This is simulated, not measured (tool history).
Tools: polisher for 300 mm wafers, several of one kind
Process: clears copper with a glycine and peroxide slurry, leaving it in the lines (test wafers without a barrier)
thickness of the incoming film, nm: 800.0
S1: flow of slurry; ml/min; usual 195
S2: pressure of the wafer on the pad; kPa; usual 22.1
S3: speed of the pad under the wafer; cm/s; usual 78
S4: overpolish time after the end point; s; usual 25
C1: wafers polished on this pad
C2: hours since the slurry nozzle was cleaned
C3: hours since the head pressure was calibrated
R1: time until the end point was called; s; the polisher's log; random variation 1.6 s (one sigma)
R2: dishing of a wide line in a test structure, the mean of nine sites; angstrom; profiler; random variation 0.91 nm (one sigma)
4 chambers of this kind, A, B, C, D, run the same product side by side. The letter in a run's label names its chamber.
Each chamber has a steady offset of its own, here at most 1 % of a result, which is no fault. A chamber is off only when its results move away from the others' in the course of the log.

At day 0.458: chamber B: worn pad replaced by a new one.
Run 1D, day 0.558: usual settings; C1 147; C2 297.5; C3 518.7. Result: R1 172.66 s, R2 747.43 angstrom.
At day 0.671: chamber B: slurry nozzle cleaned.
Run 2C, day 1.083: usual settings; C1 271; C2 575.1; C3 82.1. Result: R1 172.49 s, R2 748.31 angstrom.
Run 3A, day 1.567: usual settings; C1 712; C2 242.8; C3 520.7. Result: R1 172.43 s, R2 766.57 angstrom.
At day 1.608: chamber A: slurry nozzle cleaned.
Run 4B, day 1.917: usual settings; C1 187; C2 30; C3 1004.3. Result: R1 172.69 s, R2 750.64 angstrom.
Run 5B, day 2.379: usual settings; C1 246; C2 41.1; C3 1015.4. Result: R1 172.18 s, R2 761.25 angstrom.
Run 6C, day 2.854: usual settings; C1 498; C2 617.6; C3 124.6. Result: R1 169.11 s, R2 738.92 angstrom.
Run 7A, day 3.158: usual settings; C1 916; C2 37.3; C3 558.9. Result: R1 173.29 s, R2 749.6 angstrom.
Run 8D, day 3.496: usual settings; C1 524; C2 368; C3 589.2. Result: R1 172.43 s, R2 759.97 angstrom.
Run 9A, day 3.921: usual settings; C1 1014; C2 55.6; C3 577.2. Result: R1 172.16 s, R2 743.52 angstrom.
At day 4.112: chamber A: worn pad replaced by a new one.
Run 10B, day 4.233: usual settings; C1 484; C2 85.6; C3 1059.9. Result: R1 172.98 s, R2 749.46 angstrom.
Run 11D, day 4.704: usual settings but S3 86 cm/s; C1 679; C2 397; C3 618.2. Result: R1 162.61 s, R2 806.77 angstrom.
Run 12C, day 5.125: usual settings but S3 86 cm/s; C1 789; C2 672.1; C3 179.1. Result: R1 158.93 s, R2 803.95 angstrom.
At day 5.375: chamber B: worn pad replaced by a new one.
Run 13D, day 5.429: usual settings but S3 86 cm/s; C1 772; C2 414.4; C3 635.6. Result: R1 159.66 s, R2 803.53 angstrom.
At day 5.596: chamber D: worn pad replaced by a new one.
Run 14C, day 5.962: usual settings but S3 86 cm/s; C1 897; C2 692.2; C3 199.2. Result: R1 160.31 s, R2 784.28 angstrom.
Run 15B, day 6.346: usual settings; C1 124; C2 136.3; C3 1110.6. Result: R1 172.88 s, R2 739.74 angstrom.
Run 16A, day 6.654: usual settings; C1 326; C2 121.2; C3 642.8. Result: R1 177.13 s, R2 763.18 angstrom.
Run 17B, day 7.112: usual settings; C1 223; C2 154.7; C3 1129. Result: R1 173.84 s, R2 747.93 angstrom.
Run 18A, day 7.388: usual settings; C1 420; C2 138.8; C3 660.4. Result: R1 175.97 s, R2 763.47 angstrom.
Run 19C, day 7.812: usual settings; C1 1134; C2 736.6; C3 243.6. Result: R1 172.35 s, R2 741.78 angstrom.
Run 20D, day 8.212: usual settings; C1 336; C2 481.2; C3 702.4. Result: R1 175.05 s, R2 746.05 angstrom.
At day 8.304: chamber C: worn pad replaced by a new one.
Run 21B, day 8.692: usual settings but S2 15.2 kPa, S4 20 s; C1 425; C2 192.6; C3 1166.9. Result: R1 229.09 s, R2 479.7 angstrom.
Run 22C, day 8.971: usual settings but S2 15.2 kPa, S4 20 s; C1 85; C2 764.4; C3 271.4. Result: R1 231.16 s, R2 474.9 angstrom.
Run 23D, day 9.317: usual settings but S2 15.2 kPa, S4 20 s; C1 477; C2 507.7; C3 728.9. Result: R1 232.28 s, R2 476.52 angstrom.
Run 24A, day 9.788: usual settings but S2 15.2 kPa, S4 20 s; C1 728; C2 196.4; C3 718. Result: R1 235.88 s, R2 474.43 angstrom.
At day 10.192: chamber B: slurry nozzle cleaned.
Run 25D, day 10.242: usual settings; C1 596; C2 529.9; C3 751.1. Result: R1 173.88 s, R2 757.17 angstrom.
Run 26B, day 10.646: usual settings but S1 260 ml/min; C1 676; C2 11; C3 1213.8. Result: R1 167.01 s, R2 772.57 angstrom.

Next, every chamber runs the same settings. What will each give?
Run 27A, day 11.054: usual settings but S2 15.2 kPa. Result: R1 ?, R2 ?.
Run 27B, day 11.054: usual settings but S2 15.2 kPa. Result: R1 ?, R2 ?.
Run 27C, day 11.054: usual settings but S2 15.2 kPa. Result: R1 ?, R2 ?.
Run 27D, day 11.054: usual settings but S2 15.2 kPa. Result: R1 ?, R2 ?.

run      R1      R2
27A  232.99  570.78
27B  228.83  591.92
27C  232.32  575.45
27D  231.35  594.14
